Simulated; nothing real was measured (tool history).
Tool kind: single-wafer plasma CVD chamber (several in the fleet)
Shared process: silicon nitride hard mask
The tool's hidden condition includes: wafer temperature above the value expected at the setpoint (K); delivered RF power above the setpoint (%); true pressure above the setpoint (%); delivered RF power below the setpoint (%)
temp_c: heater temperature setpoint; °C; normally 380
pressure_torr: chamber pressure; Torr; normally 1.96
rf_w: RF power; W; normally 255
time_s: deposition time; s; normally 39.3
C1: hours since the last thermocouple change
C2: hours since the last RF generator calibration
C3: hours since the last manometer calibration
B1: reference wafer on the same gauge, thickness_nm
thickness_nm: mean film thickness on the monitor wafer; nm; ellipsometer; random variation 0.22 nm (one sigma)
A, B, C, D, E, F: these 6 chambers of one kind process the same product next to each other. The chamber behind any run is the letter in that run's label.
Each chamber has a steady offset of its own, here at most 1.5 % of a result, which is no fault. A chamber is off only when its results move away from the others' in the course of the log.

{"run": "1C", "hour": 7.4, "temp_c": 380, "pressure_torr": 1.96, "rf_w": 255, "time_s": 39.3, "C1": 1836.9, "C2": 60.5, "C3": 784.7, "B1": 35.596, "thickness_nm": 43.13}
{"hour": 11.9, "done": "chamber B: RF generator calibrated"}
{"run": "2B", "hour": 13.0, "temp_c": 380, "pressure_torr": 1.96, "rf_w": 255, "time_s": 39.3, "C1": 262.9, "C2": 1.2, "C3": 1315.1, "B1": 35.63, "thickness_nm": 43.232}
{"run": "3D", "hour": 20.2, "temp_c": 380, "pressure_torr": 1.96, "rf_w": 255, "time_s": 39.3, "C1": 1566.1, "C2": 351.4, "C3": 198.5, "B1": 35.61, "thickness_nm": 44.282}
{"run": "4A", "hour": 26.1, "temp_c": 380, "pressure_torr": 1.96, "rf_w": 255, "time_s": 39.3, "C1": 246.6, "C2": 350.9, "C3": 1903.8, "B1": 35.644, "thickness_nm": 43.16}
{"run": "5E", "hour": 31.8, "temp_c": 380, "pressure_torr": 1.96, "rf_w": 255, "time_s": 39.3, "C1": 1072.5, "C2": 1291.8, "C3": 1659.9, "B1": 35.631, "thickness_nm": 42.99}
{"run": "6F", "hour": 35.8, "temp_c": 380, "pressure_torr": 1.96, "rf_w": 255, "time_s": 39.3, "C1": 1503.3, "C2": 861.6, "C3": 358.4, "B1": 35.61, "thickness_nm": 43.369}
{"run": "7D", "hour": 41.7, "temp_c": 380, "pressure_torr": 1.96, "rf_w": 255, "time_s": 39.3, "C1": 1587.6, "C2": 372.9, "C3": 220.0, "B1": 35.6, "thickness_nm": 43.916}
{"run": "8E", "hour": 47.1, "temp_c": 380, "pressure_torr": 1.96, "rf_w": 255, "time_s": 39.3, "C1": 1087.8, "C2": 1307.1, "C3": 1675.2, "B1": 35.58, "thickness_nm": 43.247}
{"run": "9B", "hour": 52.6, "temp_c": 380, "pressure_torr": 1.96, "rf_w": 255, "time_s": 39.3, "C1": 302.5, "C2": 40.8, "C3": 1354.7, "B1": 35.615, "thickness_nm": 43.171}
{"run": "10A", "hour": 60.9, "temp_c": 380, "pressure_torr": 1.96, "rf_w": 255, "time_s": 39.3, "C1": 281.4, "C2": 385.7, "C3": 1938.6, "B1": 35.621, "thickness_nm": 43.127}
{"run": "11C", "hour": 65.9, "temp_c": 380, "pressure_torr": 1.96, "rf_w": 255, "time_s": 39.3, "C1": 1895.4, "C2": 119.0, "C3": 843.2, "B1": 35.575, "thickness_nm": 42.967}
{"run": "12F", "hour": 71.3, "temp_c": 380, "pressure_torr": 1.96, "rf_w": 255, "time_s": 39.3, "C1": 1538.8, "C2": 897.1, "C3": 393.9, "B1": 35.578, "thickness_nm": 42.927}
{"run": "13E", "hour": 79.1, "temp_c": 390, "pressure_torr": 1.96, "rf_w": 255, "time_s": 39.3, "C1": 1119.8, "C2": 1339.1, "C3": 1707.2, "B1": 35.591, "thickness_nm": 42.503}
{"run": "14A", "hour": 86.8, "temp_c": 390, "pressure_torr": 1.96, "rf_w": 255, "time_s": 39.3, "C1": 307.3, "C2": 411.6, "C3": 1964.5, "B1": 35.606, "thickness_nm": 42.74}
{"run": "15F", "hour": 91.4, "temp_c": 390, "pressure_torr": 1.96, "rf_w": 255, "time_s": 39.3, "C1": 1558.9, "C2": 917.2, "C3": 414.0, "B1": 35.57, "thickness_nm": 43.395}
{"hour": 92.6, "done": "chamber D: thermocouple changed; heater temperature recalibrated"}
{"run": "16B", "hour": 95.3, "temp_c": 390, "pressure_torr": 1.96, "rf_w": 255, "time_s": 39.3, "C1": 345.2, "C2": 83.5, "C3": 1397.4, "B1": 35.569, "thickness_nm": 43.202}
{"run": "17C", "hour": 101.5, "temp_c": 390, "pressure_torr": 1.96, "rf_w": 255, "time_s": 39.3, "C1": 1931.0, "C2": 154.6, "C3": 878.8, "B1": 35.661, "thickness_nm": 42.412}
{"run": "18D", "hour": 105.7, "temp_c": 390, "pressure_torr": 1.96, "rf_w": 255, "time_s": 39.3, "C1": 13.2, "C2": 436.9, "C3": 284.0, "B1": 35.576, "thickness_nm": 43.723}
{"hour": 107.1, "done": "chamber C: thermocouple changed; heater temperature recalibrated"}
{"run": "19E", "hour": 114.0, "temp_c": 380, "pressure_torr": 1.96, "rf_w": 255, "time_s": 39.3, "C1": 1154.7, "C2": 1374.0, "C3": 1742.1, "B1": 35.61, "thickness_nm": 42.691}
{"run": "20A", "hour": 122.5, "temp_c": 380, "pressure_torr": 1.96, "rf_w": 255, "time_s": 39.3, "C1": 343.0, "C2": 447.3, "C3": 2000.2, "B1": 35.601, "thickness_nm": 42.988}
{"run": "21D", "hour": 131.1, "temp_c": 380, "pressure_torr": 1.96, "rf_w": 255, "time_s": 32.3, "C1": 38.6, "C2": 462.3, "C3": 309.4, "B1": 35.625, "thickness_nm": 35.663}
{"run": "22C", "hour": 136.0, "temp_c": 380, "pressure_torr": 1.96, "rf_w": 255, "time_s": 32.3, "C1": 28.9, "C2": 189.1, "C3": 913.3, "B1": 35.613, "thickness_nm": 35.039}
{"run": "23B", "hour": 141.7, "temp_c": 380, "pressure_torr": 1.96, "rf_w": 255, "time_s": 32.3, "C1": 391.6, "C2": 129.9, "C3": 1443.8, "B1": 35.598, "thickness_nm": 35.302}
{"run": "24F", "hour": 147.5, "temp_c": 380, "pressure_torr": 1.96, "rf_w": 255, "time_s": 32.3, "C1": 1615.0, "C2": 973.3, "C3": 470.1, "B1": 35.654, "thickness_nm": 35.149}
{"run": "25E", "hour": 152.2, "temp_c": 380, "pressure_torr": 1.96, "rf_w": 255, "time_s": 32.3, "C1": 1192.9, "C2": 1412.2, "C3": 1780.3, "B1": 35.611, "thickness_nm": 35.498}
{"run": "26D", "hour": 158.0, "temp_c": 380, "pressure_torr": 1.96, "rf_w": 255, "time_s": 32.3, "C1": 65.5, "C2": 489.2, "C3": 336.3, "B1": 35.62, "thickness_nm": 35.113}
{"run": "27A", "hour": 165.9, "temp_c": 371, "pressure_torr": 1.96, "rf_w": 255, "time_s": 39.3, "C1": 386.4, "C2": 490.7, "C3": 2043.6, "B1": 35.572, "thickness_nm": 43.095}
{"run": "28C", "hour": 174.7, "temp_c": 371, "pressure_torr": 1.96, "rf_w": 255, "time_s": 39.3, "C1": 67.6, "C2": 227.8, "C3": 952.0, "B1": 35.55, "thickness_nm": 42.989}
{"run": "29B", "hour": 181.7, "temp_c": 371, "pressure_torr": 1.96, "rf_w": 255, "time_s": 39.3, "C1": 431.6, "C2": 169.9, "C3": 1483.8, "B1": 35.576, "thickness_nm": 43.527}
{"run": "30F", "hour": 190.1, "temp_c": 371, "pressure_torr": 1.96, "rf_w": 255, "time_s": 39.3, "C1": 1657.6, "C2": 1015.9, "C3": 512.7, "B1": 35.631, "thickness_nm": 43.546}
{"run": "31E", "hour": 197.4, "temp_c": 371, "pressure_torr": 1.96, "rf_w": 255, "time_s": 39.3, "C1": 1238.1, "C2": 1457.4, "C3": 1825.5, "B1": 35.59, "thickness_nm": 43.104}
{"run": "32F", "hour": 202.0, "temp_c": 371, "pressure_torr": 1.96, "rf_w": 255, "time_s": 39.3, "C1": 1669.5, "C2": 1027.8, "C3": 524.6, "B1": 35.567, "thickness_nm": 43.472}
{"run": "33D", "hour": 210.4, "temp_c": 380, "pressure_torr": 1.96, "rf_w": 255, "time_s": 39.3, "C1": 117.9, "C2": 541.6, "C3": 388.7, "B1": 35.593, "thickness_nm": 41.815}
{"run": "34C", "hour": 215.9, "temp_c": 380, "pressure_torr": 1.96, "rf_w": 255, "time_s": 39.3, "C1": 108.8, "C2": 269.0, "C3": 993.2, "B1": 35.585, "thickness_nm": 43.015}
{"run": "35B", "hour": 221.7, "temp_c": 380, "pressure_torr": 1.96, "rf_w": 255, "time_s": 39.3, "C1": 471.6, "C2": 209.9, "C3": 1523.8, "B1": 35.596, "thickness_nm": 42.833}
{"run": "36A", "hour": 230.0, "temp_c": 380, "pressure_torr": 1.96, "rf_w": 255, "time_s": 32.8, "C1": 450.5, "C2": 554.8, "C3": 2107.7, "B1": 35.582, "thickness_nm": 36.151}
{"run": "37A", "hour": 238.6, "temp_c": 380, "pressure_torr": 1.96, "rf_w": 255, "time_s": 32.8, "C1": 459.1, "C2": 563.4, "C3": 2116.3, "B1": 35.577, "thickness_nm": 35.711}

Predict what each chamber gives when all 6 of them run the settings below next.
{"run": "38A", "hour": 245.1, "temp_c": 380, "pressure_torr": 2.25, "rf_w": 255, "time_s": 39.3, "thickness_nm": "?"}
{"run": "38B", "hour": 245.1, "temp_c": 380, "pressure_torr": 2.25, "rf_w": 255, "time_s": 39.3, "thickness_nm": "?"}
{"run": "38C", "hour": 245.1, "temp_c": 380, "pressure_torr": 2.25, "rf_w": 255, "time_s": 39.3, "thickness_nm": "?"}
{"run": "38D", "hour": 245.1, "temp_c": 380, "pressure_torr": 2.25, "rf_w": 255, "time_s": 39.3, "thickness_nm": "?"}
{"run": "38E", "hour": 245.1, "temp_c": 380, "pressure_torr": 2.25, "rf_w": 255, "time_s": 39.3, "thickness_nm": "?"}
{"run": "38F", "hour": 245.1, "temp_c": 380, "pressure_torr": 2.25, "rf_w": 255, "time_s": 39.3, "thickness_nm": "?"}

run=38A thickness_nm=44.684
run=38B thickness_nm=44.661
run=38C thickness_nm=44.563
run=38D thickness_nm=42.985
run=38E thickness_nm=44.786
run=38F thickness_nm=44.718

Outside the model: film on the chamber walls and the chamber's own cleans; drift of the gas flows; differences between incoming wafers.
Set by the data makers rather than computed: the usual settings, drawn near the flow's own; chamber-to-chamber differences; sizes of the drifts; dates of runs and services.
